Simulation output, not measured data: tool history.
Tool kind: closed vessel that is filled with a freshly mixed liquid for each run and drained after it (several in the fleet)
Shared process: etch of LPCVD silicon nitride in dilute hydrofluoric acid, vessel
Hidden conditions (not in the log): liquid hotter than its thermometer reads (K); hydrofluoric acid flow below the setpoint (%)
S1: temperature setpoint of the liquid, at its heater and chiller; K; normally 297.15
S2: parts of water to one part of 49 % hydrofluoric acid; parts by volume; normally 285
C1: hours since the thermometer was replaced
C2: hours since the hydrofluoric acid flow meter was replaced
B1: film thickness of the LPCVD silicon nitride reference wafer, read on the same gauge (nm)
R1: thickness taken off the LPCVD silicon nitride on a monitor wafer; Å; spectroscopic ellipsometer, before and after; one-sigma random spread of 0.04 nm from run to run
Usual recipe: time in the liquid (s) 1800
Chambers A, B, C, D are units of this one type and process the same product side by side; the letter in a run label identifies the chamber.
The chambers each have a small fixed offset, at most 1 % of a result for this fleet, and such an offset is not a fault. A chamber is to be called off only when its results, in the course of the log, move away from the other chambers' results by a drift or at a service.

run 1C hour=8.1 | S1=297.15 S2=285 time_in_the_liquid_(s)=1800 | C1=1579.4 C2=198.2 | B1=120.01 | R1=31.047
run 2A hour=17.7 | S1=297.15 S2=285 time_in_the_liquid_(s)=1800 | C1=1622.9 C2=1315.3 | B1=119.99 | R1=30.967
run 3B hour=27.8 | S1=297.15 S2=285 time_in_the_liquid_(s)=1800 | C1=1289.4 C2=701.4 | B1=119.99 | R1=31.11
run 4D hour=38.2 | S1=297.15 S2=285 time_in_the_liquid_(s)=1800 | C1=3073 C2=526.5 | B1=119.99 | R1=30.22
run 5B hour=46.7 | S1=297.15 S2=285 time_in_the_liquid_(s)=1800 | C1=1308.3 C2=720.3 | B1=119.98 | R1=30.733
-- hour=51.2 chamber D: thermometer replaced
run 6D hour=56.4 | S1=297.15 S2=285 time_in_the_liquid_(s)=1800 | C1=5.3 C2=544.7 | B1=120 | R1=30.439
run 7C hour=63.9 | S1=297.15 S2=285 time_in_the_liquid_(s)=1800 | C1=1635.2 C2=254 | B1=119.99 | R1=30.928
run 8A hour=72.2 | S1=297.15 S2=285 time_in_the_liquid_(s)=1800 | C1=1677.4 C2=1369.8 | B1=119.98 | R1=30.924
run 9D hour=77.7 | S1=300.65 S2=350 time_in_the_liquid_(s)=1800 | C1=26.6 C2=566 | B1=120 | R1=30.285
run 10C hour=84.4 | S1=300.65 S2=350 time_in_the_liquid_(s)=1800 | C1=1655.7 C2=274.5 | B1=120.01 | R1=30.816
run 11A hour=93.2 | S1=300.65 S2=350 time_in_the_liquid_(s)=1800 | C1=1698.4 C2=1390.8 | B1=120.01 | R1=31.698
run 12B hour=101.7 | S1=300.65 S2=350 time_in_the_liquid_(s)=1800 | C1=1363.3 C2=775.3 | B1=119.98 | R1=30.996
run 13C hour=108.2 | S1=297.15 S2=285 time_in_the_liquid_(s)=1800 | C1=1679.5 C2=298.3 | B1=119.99 | R1=31.238
run 14D hour=116.5 | S1=297.15 S2=285 time_in_the_liquid_(s)=1800 | C1=65.4 C2=604.8 | B1=120 | R1=30.547
run 15B hour=121.3 | S1=297.15 S2=285 time_in_the_liquid_(s)=1800 | C1=1382.9 C2=794.9 | B1=120 | R1=31.128
run 16A hour=129.1 | S1=297.15 S2=285 time_in_the_liquid_(s)=1800 | C1=1734.3 C2=1426.7 | B1=119.99 | R1=30.953
-- hour=130 chamber A: hydrofluoric acid flow meter replaced
run 17D hour=139.6 | S1=297.15 S2=285 time_in_the_liquid_(s)=1800 | C1=88.5 C2=627.9 | B1=119.98 | R1=30.749
run 18B hour=146.3 | S1=297.15 S2=285 time_in_the_liquid_(s)=1800 | C1=1407.9 C2=819.9 | B1=120.02 | R1=30.439
run 19A hour=156.7 | S1=297.15 S2=285 time_in_the_liquid_(s)=1800 | C1=1761.9 C2=26.7 | B1=120 | R1=30.376
run 20C hour=163.9 | S1=297.15 S2=285 time_in_the_liquid_(s)=1800 | C1=1735.2 C2=354 | B1=120.03 | R1=30.002
run 21A hour=173.6 | S1=292.65 S2=285 time_in_the_liquid_(s)=1800 | C1=1778.8 C2=43.6 | B1=119.98 | R1=23.916
run 22D hour=179.4 | S1=292.65 S2=285 time_in_the_liquid_(s)=1800 | C1=128.3 C2=667.7 | B1=119.98 | R1=23.107
run 23C hour=187 | S1=292.65 S2=285 time_in_the_liquid_(s)=1800 | C1=1758.3 C2=377.1 | B1=120.01 | R1=22.592
run 24B hour=191.8 | S1=292.65 S2=285 time_in_the_liquid_(s)=1800 | C1=1453.4 C2=865.4 | B1=119.99 | R1=22.952
run 25A hour=199.1 | S1=297.15 S2=285 time_in_the_liquid_(s)=1800 | C1=1804.3 C2=69.1 | B1=120.03 | R1=31.977
run 26D hour=206.9 | S1=297.15 S2=285 time_in_the_liquid_(s)=1800 | C1=155.8 C2=695.2 | B1=119.98 | R1=30.576
run 27B hour=214.5 | S1=297.15 S2=285 time_in_the_liquid_(s)=1800 | C1=1476.1 C2=888.1 | B1=119.98 | R1=31.137
run 28C hour=224.9 | S1=297.15 S2=285 time_in_the_liquid_(s)=1800 | C1=1796.2 C2=415 | B1=120.02 | R1=29.732
-- hour=230.3 chamber B: thermometer replaced
run 29B hour=231.1 | S1=297.15 S2=285 time_in_the_liquid_(s)=1800 | C1=0.9 C2=904.7 | B1=119.99 | R1=30.569
run 30C hour=238 | S1=300.65 S2=285 time_in_the_liquid_(s)=960 | C1=1809.3 C2=428.1 | B1=120 | R1=19.212
run 31D hour=245 | S1=300.65 S2=285 time_in_the_liquid_(s)=960 | C1=193.9 C2=733.3 | B1=120 | R1=19.869
run 32A hour=254.2 | S1=300.65 S2=285 time_in_the_liquid_(s)=960 | C1=1859.4 C2=124.2 | B1=120.01 | R1=20.717
run 33C hour=263.9 | S1=300.65 S2=285 time_in_the_liquid_(s)=960 | C1=1835.2 C2=454 | B1=120 | R1=18.881
run 34D hour=271.9 | S1=300.65 S2=285 time_in_the_liquid_(s)=1155 | C1=220.8 C2=760.2 | B1=120.01 | R1=24.576
run 35A hour=282 | S1=300.65 S2=285 time_in_the_liquid_(s)=1155 | C1=1887.2 C2=152 | B1=120 | R1=24.829
run 36B hour=291 | S1=300.65 S2=285 time_in_the_liquid_(s)=1155 | C1=60.8 C2=964.6 | B1=119.99 | R1=24.445
run 37D hour=298 | S1=300.65 S2=285 time_in_the_liquid_(s)=1155 | C1=246.9 C2=786.3 | B1=120.01 | R1=24.475
run 38C hour=307 | S1=297.15 S2=285 time_in_the_liquid_(s)=1800 | C1=1878.3 C2=497.1 | B1=120.01 | R1=28.821
run 39B hour=315.4 | S1=297.15 S2=285 time_in_the_liquid_(s)=1800 | C1=85.2 C2=989 | B1=119.99 | R1=30.77
run 40A hour=323 | S1=297.15 S2=285 time_in_the_liquid_(s)=1800 | C1=1928.2 C2=193 | B1=119.98 | R1=31.903
run 41C hour=329.2 | S1=297.15 S2=285 time_in_the_liquid_(s)=1800 | C1=1900.5 C2=519.3 | B1=119.99 | R1=28.672
run 42B hour=338.2 | S1=297.15 S2=285 time_in_the_liquid_(s)=1800 | C1=108 C2=1011.8 | B1=120 | R1=31.135
run 43D hour=345.8 | S1=297.15 S2=285 time_in_the_liquid_(s)=1800 | C1=294.7 C2=834.1 | B1=120 | R1=30.498
run 44A hour=353.2 | S1=297.15 S2=285 time_in_the_liquid_(s)=1800 | C1=1958.4 C2=223.2 | B1=120 | R1=31.076

Next, all 4 chambers run the settings below, one line each with question marks for the results. What does each chamber give?
run 45A hour=360.9 | S1=294.15 S2=285 time_in_the_liquid_(s)=1800 | R1=?
run 45B hour=360.9 | S1=294.15 S2=285 time_in_the_liquid_(s)=1800 | R1=?
run 45C hour=360.9 | S1=294.15 S2=285 time_in_the_liquid_(s)=1800 | R1=?
run 45D hour=360.9 | S1=294.15 S2=285 time_in_the_liquid_(s)=1800 | R1=?

run=45A R1=25.959
run=45B R1=25.39
run=45C R1=24.023
run=45D R1=25.03
